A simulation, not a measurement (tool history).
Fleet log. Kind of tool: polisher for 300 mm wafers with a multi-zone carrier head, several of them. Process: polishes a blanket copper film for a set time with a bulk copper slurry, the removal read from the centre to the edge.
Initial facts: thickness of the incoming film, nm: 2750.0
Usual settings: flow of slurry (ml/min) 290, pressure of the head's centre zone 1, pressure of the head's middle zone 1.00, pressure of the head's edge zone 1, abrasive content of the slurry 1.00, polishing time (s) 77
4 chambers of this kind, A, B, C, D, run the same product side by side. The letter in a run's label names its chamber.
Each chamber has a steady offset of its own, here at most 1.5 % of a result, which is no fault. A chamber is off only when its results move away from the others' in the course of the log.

run	hour	flow of slurry (ml/min)	pressure of the head's centre zone	pressure of the head's middle zone	pressure of the head's edge zone	abrasive content of the slurry	polishing time (s)	film removed at the wafer's centre (Å)	film removed at mid-radius (Å)	film removed at the wafer's edge (Å)
1D	11.9	290	1	1.00	1	1.00	77	5246.4	5231.9	5342.6
2C	19.1	290	1	1.00	1	1.00	77	5412.6	5232.8	5188.7
# hour 22.2: chamber C: worn pad replaced by a new one
# hour 26.2: chamber C: centre zone pressure recalibrated
3B	28.3	290	1	1.00	1	1.00	77	5072.9	5168.5	5213.4
# hour 35.8: chamber C: slurry nozzle cleaned
4A	39.2	290	1	1.00	1	1.00	77	5260.4	5273.8	5281.9
# hour 48.2: chamber A: edge zone pressure recalibrated
5B	48.8	290	1	1.00	1	1.00	77	5129.0	5193.8	5236.2
# hour 58.5: chamber A: worn pad replaced by a new one
6C	58.9	290	1	1.00	1	1.00	77	5372.9	5190.8	5215.3
7D	65.4	290	1	1.00	1	1.00	77	5312.5	5250.5	5206.3
# hour 72.4: chamber B: worn pad replaced by a new one
# hour 73.4: chamber D: worn pad replaced by a new one
8A	73.8	290	1	1.00	1	1.00	77	5217.3	5281.9	5298.2
9A	79.1	290	1	1.00	1	1.00	77	5131.0	5260.7	5319.3
# hour 87.1: chamber D: centre zone pressure recalibrated
10C	90.6	340	1	1.00	1	1.25	77	5699.2	5552.3	5544.2
11D	96.9	340	1	1.00	1	1.25	77	5557.0	5549.7	5691.8
12B	104.0	340	1	1.00	1	1.25	77	5535.5	5569.6	5535.8
13A	110.1	340	1	1.00	1	1.25	77	5569.2	5592.3	5622.6
14C	118.3	290	1	1.00	1	1.00	77	5093.6	5229.5	5229.4
15B	124.1	380	1	1.00	1	0.70	77	4898.4	4908.6	4956.8
16D	135.6	380	1	1.00	1	0.70	77	4963.0	4923.7	4973.8
# hour 138.5: chamber A: worn pad replaced by a new one
17C	143.2	380	1	1.00	1	0.70	77	4964.6	5028.1	4906.3
18D	151.4	380	1	1.00	1	0.70	77	5015.8	4950.0	4999.2
19B	163.6	290	1	1.00	1	1.00	77	5267.8	5221.7	5200.8
20A	171.0	290	1	1.00	1	1.00	77	5328.9	5286.7	5309.6
# hour 171.7: chamber B: worn pad replaced by a new one
# hour 174.6: chamber D: worn pad replaced by a new one
# hour 179.1: chamber C: worn pad replaced by a new one
21D	179.7	290	1	1.00	1	1.00	77	5318.5	5183.2	5296.6
22C	186.8	290	1	1.00	1	1.00	77	5129.6	5217.1	5220.2
23A	197.1	290	1	1.00	1	1.00	77	5140.8	5221.6	5289.6
24B	209.2	290	1	1.00	1	1.00	77	5056.4	5190.4	5265.4
# hour 212.0: chamber A: worn pad replaced by a new one
25C	215.3	290	1	1.00	1	1.00	77	5117.6	5301.2	5163.5
26D	221.2	290	1	1.00	1	1.00	77	5185.8	5153.1	5292.2
27B	232.5	290	1	1.00	1	1.00	77	5100.3	5245.2	5227.6
28A	241.4	290	1	1.00	1	1.00	77	5120.5	5240.6	5379.1
29C	250.3	290	1	1.00	1	1.00	77	5350.9	5298.3	5264.2
30B	261.0	290	1	1.00	1	1.00	77	5256.9	5182.1	5274.4
31A	269.0	290	1	1.00	1	1.00	77	5140.5	5198.0	5341.0
# hour 273.7: chamber B: worn pad replaced by a new one
32D	274.7	290	1	1.00	1	1.00	77	5248.7	5209.2	5311.5
# hour 282.6: chamber D: worn pad replaced by a new one
33D	283.7	290	1	1.00	1	1.00	55	3615.3	3738.7	3785.3
# hour 288.5: chamber A: worn pad replaced by a new one
34B	294.3	290	1	1.00	1	1.00	55	3729.5	3723.8	3748.4
35A	301.5	290	1	1.00	1	1.00	55	3786.1	3738.1	3795.0
36C	313.3	290	1	1.00	1	1.00	55	3664.6	3798.7	3734.7
# hour 316.2: chamber D: slurry nozzle cleaned
37B	324.9	290	1	1.00	1	1.00	77	5227.7	5246.4	5203.4
38D	335.0	290	1	0.95	1	1.00	77	5293.3	4935.8	5309.9

Which is it: a chamber that has drifted or been left off by a service, a gauge drift common to all chambers, or only each chamber's usual small offset? If a chamber is off, name it and its likeliest cause.

Neither any chamber nor the gauge drifts; the chambers differ only by their own small, steady offsets.

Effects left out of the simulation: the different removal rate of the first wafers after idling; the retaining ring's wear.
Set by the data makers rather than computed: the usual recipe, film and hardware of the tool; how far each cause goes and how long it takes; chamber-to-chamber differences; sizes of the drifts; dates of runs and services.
